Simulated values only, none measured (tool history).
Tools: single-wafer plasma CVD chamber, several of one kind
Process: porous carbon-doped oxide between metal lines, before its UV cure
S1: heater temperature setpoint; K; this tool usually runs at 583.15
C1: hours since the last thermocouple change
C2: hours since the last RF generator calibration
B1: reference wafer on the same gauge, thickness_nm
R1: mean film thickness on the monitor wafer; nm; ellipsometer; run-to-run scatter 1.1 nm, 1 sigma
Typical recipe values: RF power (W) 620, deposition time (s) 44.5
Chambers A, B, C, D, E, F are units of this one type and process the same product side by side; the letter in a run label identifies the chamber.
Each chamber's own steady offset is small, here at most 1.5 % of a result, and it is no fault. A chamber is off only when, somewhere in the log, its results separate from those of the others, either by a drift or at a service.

{"run": "1F", "hour": 2.4, "S1": 583.15, "RF power (W)": 620, "deposition time (s)": 44.5, "C1": 790.7, "C2": 336, "B1": 223.99, "R1": 259.34}
{"run": "2C", "hour": 6.3, "S1": 583.15, "RF power (W)": 620, "deposition time (s)": 44.5, "C1": 863, "C2": 251.6, "B1": 224.15, "R1": 262.06}
{"run": "3A", "hour": 10.1, "S1": 583.15, "RF power (W)": 620, "deposition time (s)": 44.5, "C1": 954.8, "C2": 847.2, "B1": 224, "R1": 257.03}
{"run": "4D", "hour": 12.9, "S1": 583.15, "RF power (W)": 620, "deposition time (s)": 44.5, "C1": 701.4, "C2": 938.6, "B1": 224.03, "R1": 257.45}
{"run": "5E", "hour": 17.0, "S1": 583.15, "RF power (W)": 620, "deposition time (s)": 44.5, "C1": 1501.7, "C2": 1296.6, "B1": 224.12, "R1": 254.76}
{"run": "6B", "hour": 21.3, "S1": 583.15, "RF power (W)": 620, "deposition time (s)": 44.5, "C1": 901.7, "C2": 1330, "B1": 223.84, "R1": 261.53}
{"run": "7D", "hour": 24.0, "S1": 583.15, "RF power (W)": 620, "deposition time (s)": 44.5, "C1": 712.5, "C2": 949.7, "B1": 223.72, "R1": 259.14}
{"run": "8A", "hour": 26.5, "S1": 583.15, "RF power (W)": 530, "deposition time (s)": 44.5, "C1": 971.2, "C2": 863.6, "B1": 224.1, "R1": 230.9}
{"run": "9E", "hour": 29.7, "S1": 583.15, "RF power (W)": 530, "deposition time (s)": 44.5, "C1": 1514.4, "C2": 1309.3, "B1": 224.19, "R1": 229.53}
{"run": "10C", "hour": 33.5, "S1": 583.15, "RF power (W)": 530, "deposition time (s)": 44.5, "C1": 890.2, "C2": 278.8, "B1": 223.84, "R1": 237.76}
{"run": "11F", "hour": 36.0, "S1": 583.15, "RF power (W)": 530, "deposition time (s)": 44.5, "C1": 824.3, "C2": 369.6, "B1": 224.23, "R1": 233.58}
{"run": "12B", "hour": 39.2, "S1": 583.15, "RF power (W)": 530, "deposition time (s)": 44.5, "C1": 919.6, "C2": 1347.9, "B1": 224.03, "R1": 236.02}
{"run": "13E", "hour": 43.4, "S1": 583.15, "RF power (W)": 530, "deposition time (s)": 44.5, "C1": 1528.1, "C2": 1323, "B1": 224.33, "R1": 229.23}
{"run": "14F", "hour": 47.2, "S1": 583.15, "RF power (W)": 620, "deposition time (s)": 44.5, "C1": 835.5, "C2": 380.8, "B1": 224.07, "R1": 258.55}
{"run": "15B", "hour": 51.2, "S1": 583.15, "RF power (W)": 620, "deposition time (s)": 44.5, "C1": 931.6, "C2": 1359.9, "B1": 224.09, "R1": 261.26}
{"run": "16D", "hour": 54.8, "S1": 583.15, "RF power (W)": 620, "deposition time (s)": 44.5, "C1": 743.3, "C2": 980.5, "B1": 224.22, "R1": 258.68}
{"run": "17A", "hour": 58.8, "S1": 583.15, "RF power (W)": 620, "deposition time (s)": 44.5, "C1": 1003.5, "C2": 895.9, "B1": 224.22, "R1": 254.98}
{"run": "18C", "hour": 61.6, "S1": 583.15, "RF power (W)": 620, "deposition time (s)": 44.5, "C1": 918.3, "C2": 306.9, "B1": 223.96, "R1": 260.19}
{"run": "19E", "hour": 65.2, "S1": 583.15, "RF power (W)": 620, "deposition time (s)": 44.5, "C1": 1549.9, "C2": 1344.8, "B1": 223.75, "R1": 254.55}
{"run": "20B", "hour": 68.0, "S1": 583.15, "RF power (W)": 620, "deposition time (s)": 44.5, "C1": 948.4, "C2": 1376.7, "B1": 224.24, "R1": 260.25}
{"run": "21D", "hour": 71.5, "S1": 583.15, "RF power (W)": 620, "deposition time (s)": 44.5, "C1": 760, "C2": 997.2, "B1": 224.02, "R1": 259.09}
{"run": "22C", "hour": 75.1, "S1": 583.15, "RF power (W)": 620, "deposition time (s)": 44.5, "C1": 931.8, "C2": 320.4, "B1": 223.99, "R1": 259.44}
{"run": "23F", "hour": 77.2, "S1": 583.15, "RF power (W)": 620, "deposition time (s)": 44.5, "C1": 865.5, "C2": 410.8, "B1": 223.81, "R1": 260.09}
{"run": "24A", "hour": 79.4, "S1": 583.15, "RF power (W)": 620, "deposition time (s)": 44.5, "C1": 1024.1, "C2": 916.5, "B1": 223.95, "R1": 255.18}
{"run": "25F", "hour": 82.9, "S1": 583.15, "RF power (W)": 620, "deposition time (s)": 44.5, "C1": 871.2, "C2": 416.5, "B1": 224.01, "R1": 259.36}
{"run": "26D", "hour": 85.5, "S1": 583.15, "RF power (W)": 620, "deposition time (s)": 44.5, "C1": 774, "C2": 1011.2, "B1": 224.06, "R1": 255.68}
{"run": "27C", "hour": 87.8, "S1": 583.15, "RF power (W)": 620, "deposition time (s)": 44.5, "C1": 944.5, "C2": 333.1, "B1": 224.06, "R1": 260.84}
{"run": "28E", "hour": 90.0, "S1": 583.15, "RF power (W)": 620, "deposition time (s)": 44.5, "C1": 1574.7, "C2": 1369.6, "B1": 224.26, "R1": 254.54}
{"run": "29A", "hour": 94.1, "S1": 583.15, "RF power (W)": 620, "deposition time (s)": 51.8, "C1": 1038.8, "C2": 931.2, "B1": 223.98, "R1": 296.61}
{"run": "30B", "hour": 97.2, "S1": 583.15, "RF power (W)": 620, "deposition time (s)": 51.8, "C1": 977.6, "C2": 1405.9, "B1": 223.93, "R1": 303.74}
{"run": "31D", "hour": 99.2, "S1": 583.15, "RF power (W)": 620, "deposition time (s)": 51.8, "C1": 787.7, "C2": 1024.9, "B1": 223.94, "R1": 294.36}
{"run": "32F", "hour": 101.7, "S1": 583.15, "RF power (W)": 620, "deposition time (s)": 51.8, "C1": 890, "C2": 435.3, "B1": 223.86, "R1": 297.93}
{"run": "33A", "hour": 105.2, "S1": 583.15, "RF power (W)": 620, "deposition time (s)": 51.8, "C1": 1049.9, "C2": 942.3, "B1": 224.17, "R1": 298.96}
{"run": "34B", "hour": 109.3, "S1": 583.15, "RF power (W)": 620, "deposition time (s)": 51.8, "C1": 989.7, "C2": 1418, "B1": 223.76, "R1": 301.3}
{"run": "35C", "hour": 111.5, "S1": 583.15, "RF power (W)": 620, "deposition time (s)": 44.5, "C1": 968.2, "C2": 356.8, "B1": 224.16, "R1": 262.24}
{"run": "36E", "hour": 113.5, "S1": 583.15, "RF power (W)": 620, "deposition time (s)": 44.5, "C1": 1598.2, "C2": 1393.1, "B1": 224.11, "R1": 255.95}
{"run": "37F", "hour": 117.5, "S1": 595.15, "RF power (W)": 620, "deposition time (s)": 44.5, "C1": 905.8, "C2": 451.1, "B1": 224.1, "R1": 243.97}
{"run": "38E", "hour": 120.9, "S1": 595.15, "RF power (W)": 620, "deposition time (s)": 44.5, "C1": 1605.6, "C2": 1400.5, "B1": 223.91, "R1": 241.05}
{"run": "39D", "hour": 124.3, "S1": 595.15, "RF power (W)": 620, "deposition time (s)": 44.5, "C1": 812.8, "C2": 1050, "B1": 223.88, "R1": 234.62}
{"run": "40B", "hour": 128.3, "S1": 595.15, "RF power (W)": 620, "deposition time (s)": 44.5, "C1": 1008.7, "C2": 1437, "B1": 223.87, "R1": 244.99}
{"run": "41C", "hour": 131.0, "S1": 595.15, "RF power (W)": 620, "deposition time (s)": 44.5, "C1": 987.7, "C2": 376.3, "B1": 224.14, "R1": 243.12}
{"run": "42A", "hour": 135.2, "S1": 595.15, "RF power (W)": 620, "deposition time (s)": 44.5, "C1": 1079.9, "C2": 972.3, "B1": 224.11, "R1": 240.93}
{"run": "43B", "hour": 138.5, "S1": 583.15, "RF power (W)": 620, "deposition time (s)": 44.5, "C1": 1018.9, "C2": 1447.2, "B1": 223.92, "R1": 260.77}

What goes on in this fleet: one chamber off, a drifting gauge, or nothing beyond the chambers' own small offsets? Name the chamber and the cause, if any.

Chamber D drifts away from the others.
Most likely cause: delivered RF power below the setpoint (%) = 6.52.

Here are 4 candidates for chamber D's next run, each the usual settings with a change, their results left as question marks. Which one brings its results back in line with what the others give on the usual settings?
To be in line, a result may differ from the other chambers' mean on the usual settings by at most: R1 3.7 nm
{"run": "44D-1", "hour": 141.6, "S1": 583.15, "RF power (W)": 630, "deposition time (s)": 45.7, "R1": "?"}
{"run": "44D-2", "hour": 141.6, "S1": 583.15, "RF power (W)": 625, "deposition time (s)": 44.9, "R1": "?"}
{"run": "44D-3", "hour": 141.6, "S1": 583.15, "RF power (W)": 615, "deposition time (s)": 44.1, "R1": "?"}
{"run": "44D-4", "hour": 141.6, "S1": 584.15, "RF power (W)": 610, "deposition time (s)": 43.4, "R1": "?"}

Average result of the remaining chambers running the usual settings: R1 258.29 nm
run=44D-1 R1=257.26
run=44D-2 R1=251.53
run=44D-3 R1=244.53
run=44D-4 R1=238.17
With 44D-1, the chamber falls back in line with the rest.

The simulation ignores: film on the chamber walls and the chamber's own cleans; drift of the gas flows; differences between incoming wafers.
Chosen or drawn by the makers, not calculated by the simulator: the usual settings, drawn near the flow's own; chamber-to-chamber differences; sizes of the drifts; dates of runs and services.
